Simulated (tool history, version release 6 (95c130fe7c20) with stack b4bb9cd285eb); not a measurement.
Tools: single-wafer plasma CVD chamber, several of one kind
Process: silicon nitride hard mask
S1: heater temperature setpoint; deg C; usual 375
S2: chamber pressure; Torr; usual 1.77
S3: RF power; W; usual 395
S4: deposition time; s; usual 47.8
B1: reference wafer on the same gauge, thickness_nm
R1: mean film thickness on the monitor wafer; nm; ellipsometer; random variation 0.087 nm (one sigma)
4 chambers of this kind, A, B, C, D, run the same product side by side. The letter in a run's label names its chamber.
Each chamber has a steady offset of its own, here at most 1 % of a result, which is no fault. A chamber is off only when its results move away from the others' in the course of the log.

run,hour,S1,S2,S3,S4,B1,R1
1C,9.8,375,1.77,395,47.8,58.184,68.235
2D,17.6,375,1.77,395,47.8,58.175,68.173
3A,28.2,375,1.77,395,47.8,58.169,67.658
# hour 33.7: chamber D: RF generator calibrated
4B,38,375,1.77,395,47.8,58.152,68.77
5A,44.3,362,1.77,395,47.8,58.166,68.006
6C,53.7,362,1.77,395,47.8,58.148,68.707
7B,60.7,362,1.77,395,47.8,58.143,69.04
8D,69.1,362,1.77,395,47.8,58.124,68.526
9C,79.5,375,1.77,395,47.8,58.117,68.349
10D,91.6,375,1.77,395,47.8,58.116,67.935
11B,98,367,1.77,395,39.9,58.086,57.428
12A,109.9,367,1.77,395,39.9,58.08,56.683
13B,118,367,1.77,395,39.9,58.076,57.521
14D,128.3,367,1.77,395,39.9,58.067,56.883
15C,139.7,375,1.77,395,47.8,58.043,68.253
16A,145.7,375,1.77,395,47.8,58.059,67.702
17A,155.2,375,1.77,395,47.8,58.016,67.513
18D,168.6,375,1.77,395,47.8,58.019,68.053
19C,181.5,375,1.77,395,47.8,58.001,68.042
20B,193,375,1.77,395,54.1,57.982,77.544
21D,205.7,375,1.77,395,54.1,57.967,76.89
22B,214.3,375,1.77,395,54.1,57.97,77.559
23C,224.8,375,1.77,395,54.1,57.954,76.958
24A,231.5,375,1.77,395,47.8,57.944,67.495
25B,243.9,375,1.77,395,42.7,57.945,61.22
26A,257.5,375,1.77,395,42.7,57.941,60.289
27D,264.5,375,1.77,395,42.7,57.902,60.581
28C,275.3,375,1.77,395,42.7,57.89,60.785

Is one chamber off against the others, does the gauge drift, or is nothing wrong? If a chamber is off, say which, and what the likeliest cause is.

The gauge drifts, so all chambers seem to drift together. No chamber is off.
Cause: gauge reads low (%) = 0.53.

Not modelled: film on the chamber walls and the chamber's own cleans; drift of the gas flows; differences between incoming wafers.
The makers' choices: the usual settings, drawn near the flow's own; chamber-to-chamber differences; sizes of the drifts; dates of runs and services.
